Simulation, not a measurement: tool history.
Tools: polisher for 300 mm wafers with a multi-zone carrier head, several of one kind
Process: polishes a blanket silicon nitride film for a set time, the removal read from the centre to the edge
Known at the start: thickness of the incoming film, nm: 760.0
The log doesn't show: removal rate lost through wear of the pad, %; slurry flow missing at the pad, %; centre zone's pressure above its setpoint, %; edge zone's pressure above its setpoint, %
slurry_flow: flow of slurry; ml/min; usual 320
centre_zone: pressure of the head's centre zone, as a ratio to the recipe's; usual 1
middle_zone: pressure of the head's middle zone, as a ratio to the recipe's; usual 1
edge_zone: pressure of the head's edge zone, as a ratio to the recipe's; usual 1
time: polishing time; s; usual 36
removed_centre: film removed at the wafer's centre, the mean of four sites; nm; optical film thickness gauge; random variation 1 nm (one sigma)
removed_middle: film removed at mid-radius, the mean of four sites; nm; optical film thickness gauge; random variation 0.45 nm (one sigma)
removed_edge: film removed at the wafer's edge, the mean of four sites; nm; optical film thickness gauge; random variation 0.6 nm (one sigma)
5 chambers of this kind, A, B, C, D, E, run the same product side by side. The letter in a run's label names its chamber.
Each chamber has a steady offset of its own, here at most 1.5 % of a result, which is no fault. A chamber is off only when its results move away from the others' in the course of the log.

| run | hour | slurry_flow | centre_zone | middle_zone | edge_zone | time | wafers polished on this pad | hours since the slurry nozzle was cleaned | hours since the centre zone pressure was calibrated | hours since the edge zone pressure was calibrated | removed_centre | removed_middle | removed_edge |
|---|---|---|---|---|---|---|---|---|---|---|---|---|---|
| 1B | 12.4 | 320 | 1 | 1 | 1 | 36 | 768 | 306.5 | 115.8 | 931.9 | 72.891 | 72.467 | 72.266 |
|  | 16.8 | chamber A: worn pad replaced by a new one |
| 2A | 20.1 | 320 | 1 | 1 | 1 | 36 | 41 | 68.5 | 259.6 | 942.5 | 74.283 | 73.108 | 71.141 |
|  | 26.9 | chamber D: worn pad replaced by a new one |
| 3C | 33.8 | 320 | 1 | 1 | 1 | 36 | 733 | 290.2 | 182 | 323 | 73.739 | 72.777 | 72.48 |
| 4D | 44.5 | 320 | 1 | 1 | 1 | 36 | 221 | 283.7 | 473.5 | 768.9 | 72.798 | 72.941 | 70.981 |
|  | 45.7 | chamber B: worn pad replaced by a new one |
|  | 56.1 | chamber E: worn pad replaced by a new one |
| 5E | 56.7 | 320 | 1 | 1 | 1 | 36 | 7 | 270.6 | 558.8 | 89.5 | 72.469 | 72.311 | 72.748 |
| 6C | 63.6 | 320 | 1 | 1 | 1 | 36 | 1106 | 320 | 211.8 | 352.8 | 73.102 | 72.721 | 72.847 |
|  | 68.7 | chamber C: worn pad replaced by a new one |
| 7E | 76.6 | 320 | 1 | 1.08 | 1 | 25 | 256 | 290.5 | 578.7 | 109.4 | 49.137 | 53.702 | 50.276 |
| 8B | 88.7 | 320 | 1 | 1.08 | 1 | 25 | 538 | 382.8 | 192.1 | 1008.2 | 49.44 | 54.562 | 50.597 |
|  | 93 | chamber A: worn pad replaced by a new one |
| 9A | 99.1 | 320 | 1 | 1.08 | 1 | 25 | 76 | 147.5 | 338.6 | 1021.5 | 50.236 | 53.299 | 49.345 |
| 10D | 113.5 | 320 | 1 | 1.08 | 1 | 25 | 1084 | 352.7 | 542.5 | 837.9 | 50.983 | 54.178 | 49.128 |
|  | 118.9 | chamber D: worn pad replaced by a new one |
| 11A | 126 | 320 | 1 | 1.08 | 1 | 25 | 413 | 174.4 | 365.5 | 1048.4 | 49.171 | 53.672 | 49.821 |
|  | 131 | chamber B: worn pad replaced by a new one |
| 12B | 136.3 | 320 | 1 | 1 | 1 | 36 | 66 | 430.4 | 239.7 | 1055.8 | 72.219 | 73.491 | 72.848 |
|  | 141.2 | chamber E: worn pad replaced by a new one |
| 13D | 150.9 | 320 | 1 | 1 | 1 | 36 | 400 | 390.1 | 579.9 | 875.3 | 73.133 | 73.595 | 70.819 |
|  | 154.2 | chamber B: edge zone pressure recalibrated |
| 14E | 165.7 | 320 | 1 | 1 | 1 | 36 | 306 | 379.6 | 667.8 | 198.5 | 74.709 | 72.444 | 72.585 |
|  | 167.4 | chamber C: worn pad replaced by a new one |
| 15C | 173.2 | 320 | 1 | 1 | 1 | 36 | 72 | 429.6 | 321.4 | 462.4 | 72.502 | 73.09 | 72.912 |
| 16D | 184.7 | 320 | 1 | 1 | 1 | 36 | 823 | 423.9 | 613.7 | 909.1 | 74.42 | 72.818 | 71.256 |
|  | 188.7 | chamber A: worn pad replaced by a new one |
| 17C | 195.3 | 320 | 1 | 1 | 1 | 36 | 349 | 451.7 | 343.5 | 484.5 | 72.202 | 72.91 | 72.829 |
| 18B | 204.2 | 320 | 1 | 1 | 1 | 36 | 916 | 498.3 | 307.6 | 50 | 71.751 | 72.789 | 72.453 |
| 19A | 213.3 | 320 | 1 | 1 | 0.96 | 36 | 307 | 261.7 | 452.8 | 1135.7 | 74.523 | 71.815 | 70.117 |
|  | 213.9 | chamber D: worn pad replaced by a new one |
|  | 218.6 | chamber A: edge zone pressure recalibrated |
|  | 218.9 | chamber E: centre zone pressure recalibrated |
|  | 219.8 | chamber B: worn pad replaced by a new one |
| 20E | 223.7 | 320 | 1 | 1 | 0.96 | 36 | 1032 | 437.6 | 4.8 | 256.5 | 72.92 | 72.331 | 72.053 |
|  | 228.5 | chamber E: worn pad replaced by a new one |
| 21B | 232.2 | 320 | 1 | 1 | 0.96 | 36 | 155 | 526.3 | 335.6 | 78 | 73.294 | 72.877 | 70.643 |
|  | 242.4 | chamber C: worn pad replaced by a new one |
| 22E | 242.9 | 320 | 1 | 1 | 0.96 | 36 | 180 | 456.8 | 24 | 275.7 | 72.548 | 72.013 | 71.433 |
| 23D | 255.6 | 320 | 1 | 1 | 0.96 | 36 | 522 | 494.8 | 684.6 | 980 | 72.11 | 73.357 | 70.579 |
|  | 256.6 | chamber B: slurry nozzle cleaned |
| 24C | 263 | 320 | 1 | 0.91 | 1 | 36 | 258 | 519.4 | 411.2 | 552.2 | 72.72 | 67.34 | 73.186 |
| 25A | 272.3 | 320 | 1 | 0.91 | 1 | 36 | 1046 | 320.7 | 511.8 | 53.8 | 72.058 | 66.356 | 71.968 |
|  | 278.9 | chamber A: worn pad replaced by a new one |
| 26B | 280.5 | 320 | 1 | 0.91 | 1 | 36 | 759 | 24 | 383.9 | 126.3 | 73.753 | 66.614 | 73.198 |
| 27D | 292 | 320 | 1 | 0.91 | 1 | 36 | 977 | 531.2 | 721 | 1016.4 | 73.454 | 66.832 | 71.99 |
|  | 297 | chamber B: worn pad replaced by a new one |
| 28C | 300.8 | 320 | 1 | 0.91 | 1 | 36 | 731 | 557.2 | 449 | 590 | 72.103 | 67.303 | 72.36 |
| 29E | 308 | 320 | 1 | 1 | 1 | 36 | 995 | 521.9 | 89.1 | 340.8 | 72.174 | 71.777 | 72.859 |
| 30A | 316.3 | 320 | 1 | 1 | 1 | 36 | 469 | 364.7 | 555.8 | 97.8 | 72.187 | 71.664 | 71.02 |
|  | 322.4 | chamber D: slurry nozzle cleaned |
|  | 322.8 | chamber E: worn pad replaced by a new one |
| 31B | 330.1 | 320 | 1 | 1 | 1 | 36 | 414 | 73.6 | 433.5 | 175.9 | 73.901 | 73.965 | 73.237 |
|  | 331.8 | chamber D: worn pad replaced by a new one |
| 32E | 337.1 | 320 | 1 | 1 | 1 | 36 | 179 | 551 | 118.2 | 369.9 | 72.139 | 71.539 | 73.3 |
|  | 337.7 | chamber C: worn pad replaced by a new one |
| 33D | 344.5 | 320 | 1 | 1 | 1 | 36 | 160 | 22.2 | 773.5 | 1068.9 | 73.048 | 72.636 | 72.103 |
| 34C | 354.2 | 320 | 1 | 1 | 1 | 36 | 206 | 610.6 | 502.4 | 643.4 | 71.364 | 73.684 | 71.763 |
|  | 359 | chamber C: centre zone pressure recalibrated |
|  | 364.7 | chamber A: worn pad replaced by a new one |
| 35A | 369.5 | 320 | 1 | 1 | 1 | 36 | 60 | 417.9 | 609 | 151 | 71.993 | 71.751 | 71.9 |
| 36C | 378.2 | 320 | 1 | 1 | 1 | 36 | 507 | 634.6 | 19.2 | 667.4 | 73.716 | 72.887 | 74.151 |
| 37B | 387.2 | 320 | 1 | 1 | 1 | 36 | 1129 | 130.7 | 490.6 | 233 | 70.351 | 73.435 | 72.149 |
| 38A | 398.6 | 320 | 1 | 1 | 1 | 36 | 424 | 447 | 638.1 | 180.1 | 70.602 | 71.946 | 71.436 |
|  | 406 | chamber E: worn pad replaced by a new one |
| 39E | 410.3 | 320 | 1 | 1 | 1 | 36 | 53 | 624.2 | 191.4 | 443.1 | 73.003 | 71.902 | 73.777 |
| 40D | 419.7 | 320 | 1 | 1 | 1 | 36 | 1100 | 97.4 | 848.7 | 1144.1 | 71.666 | 73.024 | 71.825 |
| 41A | 429.7 | 320 | 1 | 1 | 1 | 36 | 813 | 478.1 | 669.2 | 211.2 | 71.375 | 71.671 | 71.942 |

Is one chamber off against the others, does the gauge drift, or is nothing wrong? If a chamber is off, say which, and what the likeliest cause is.

No chamber stands off beyond its own small offset, and the gauge holds steady.
